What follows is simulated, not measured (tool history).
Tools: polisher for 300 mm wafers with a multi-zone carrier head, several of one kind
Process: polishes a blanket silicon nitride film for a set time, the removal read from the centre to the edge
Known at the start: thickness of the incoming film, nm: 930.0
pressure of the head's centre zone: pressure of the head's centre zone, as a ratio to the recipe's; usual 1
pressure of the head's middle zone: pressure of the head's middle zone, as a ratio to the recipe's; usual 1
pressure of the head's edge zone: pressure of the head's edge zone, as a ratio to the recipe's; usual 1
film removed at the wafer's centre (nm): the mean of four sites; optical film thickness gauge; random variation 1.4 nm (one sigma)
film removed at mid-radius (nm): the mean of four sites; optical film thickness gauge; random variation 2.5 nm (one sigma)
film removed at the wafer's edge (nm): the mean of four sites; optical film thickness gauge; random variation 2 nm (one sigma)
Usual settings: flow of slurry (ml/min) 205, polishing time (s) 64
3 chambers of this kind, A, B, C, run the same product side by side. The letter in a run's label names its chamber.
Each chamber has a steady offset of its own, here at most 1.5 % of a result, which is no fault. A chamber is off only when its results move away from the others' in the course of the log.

run	hour	flow of slurry (ml/min)	pressure of the head's centre zone	pressure of the head's middle zone	pressure of the head's edge zone	polishing time (s)	wafers polished on this pad	hours since the slurry nozzle was cleaned	hours since the centre zone pressure was calibrated	hours since the edge zone pressure was calibrated	film removed at the wafer's centre (nm)	film removed at mid-radius (nm)	film removed at the wafer's edge (nm)
1C	10.1	205	1	1	1	64	682	140.6	200	464.3	178.95	177.77	173.62
# hour 19.3: chamber B: worn pad replaced by a new one
2B	22.7	205	1	1	1	64	36	635.6	381.4	149.8	177.46	180.46	179.77
3A	30.8	205	1	1	1	64	746	623.8	316.1	345.8	176.2	177.38	175.09
# hour 36.2: chamber C: worn pad replaced by a new one
4B	44.6	205	1	1	1	64	266	657.5	403.3	171.7	180.46	179.24	182.63
5A	55.8	205	1	1	1	64	1009	648.8	341.1	370.8	178.74	175.12	177.2
6C	66.7	205	1	1	1	64	320	197.2	256.6	520.9	177.95	177.25	177.82
# hour 71.4: chamber A: worn pad replaced by a new one
7C	75.4	205	1	1	1.08	64	411	205.9	265.3	529.6	180.21	178.17	181.14
# hour 78.5: chamber A: slurry nozzle cleaned
# hour 84.7: chamber B: worn pad replaced by a new one
8B	84.8	205	1	1	1.08	64	1	697.7	443.5	211.9	179.11	184.56	189
9A	96.8	205	1	1	1.08	64	266	18.3	382.1	411.8	176.4	178.17	187.68
# hour 98.5: chamber B: slurry nozzle cleaned
10C	106	205	1	1	1	64	732	236.5	295.9	560.2	178.47	180.7	180.41
# hour 114.1: chamber C: slurry nozzle cleaned
11A	114.7	205	1	1.04	1	64	454	36.2	400	429.7	176.17	189.63	179.25
12B	130.5	205	1	1.04	1	64	480	32	489.2	257.6	181.99	190.08	177.78
# hour 137.3: chamber C: worn pad replaced by a new one
13B	141.7	205	1	1.04	1	64	598	43.2	500.4	268.8	178.94	189.07	182.83
14A	153.7	205	1	1	1	64	864	75.2	439	468.7	174.2	176.74	179.53
# hour 158.9: chamber B: worn pad replaced by a new one
15C	163.5	205	1	1	1	64	275	49.5	353.4	617.7	177.88	176.58	175.84
# hour 163.7: chamber C: edge zone pressure recalibrated
16B	171.9	205	1	0.96	1	50	137	73.4	530.6	299	142.27	131.53	138.44
17A	180.2	205	1	0.96	1	50	1142	101.7	465.5	495.2	136.55	136.95	140.56
18C	195.4	205	1	0.96	1	50	609	81.4	385.3	31.8	138.86	133.67	138.82
# hour 202.5: chamber A: edge zone pressure recalibrated
# hour 203.1: chamber A: worn pad replaced by a new one
19C	204.8	205	1	1	1	64	708	90.8	394.7	41.2	179.68	176.39	176.22
20A	220.2	205	1	1	1	64	180	141.7	505.5	17.8	177.93	180.62	176.54
# hour 222.6: chamber B: worn pad replaced by a new one
21B	232.1	205	1	1	1	64	99	133.6	590.8	359.2	184.65	180.03	182.15
22B	239.2	205	1	1	1.06	82	174	140.7	597.9	366.3	238.55	235.69	239.92
# hour 241.3: chamber C: worn pad replaced by a new one
23C	248.3	205	1	1	1.06	82	74	134.3	438.2	84.7	229.05	230.03	231.33
24A	259.8	205	1	1	1.06	82	595	181.3	545.1	57.4	226.37	232.56	234.75
25A	275.9	205	1	1	1	64	764	197.4	561.2	73.5	179.18	180.24	176.77
26C	290.6	205	1	0.93	1	64	518	176.6	480.5	127	178.16	165.88	177.31
# hour 293.4: chamber B: worn pad replaced by a new one
27B	299.3	205	1	0.93	1	64	62	200.8	658	426.4	191	166.46	178.04
28A	311.6	205	1	0.93	1	64	1139	233.1	596.9	109.2	176.44	163.95	180.98

All 3 chambers run these settings next. Forecast each chamber's results:
29A	323.5	205	1	1	1	64					?	?	?
29B	323.5	205	1	1	1	64					?	?	?
29C	323.5	205	1	1	1	64					?	?	?

run	film removed at the wafer's centre (nm)	film removed at mid-radius (nm)	film removed at the wafer's edge (nm)
29A	177.79	176.13	176.28
29B	192.66	181.79	178.87
29C	180.04	177.82	177.25

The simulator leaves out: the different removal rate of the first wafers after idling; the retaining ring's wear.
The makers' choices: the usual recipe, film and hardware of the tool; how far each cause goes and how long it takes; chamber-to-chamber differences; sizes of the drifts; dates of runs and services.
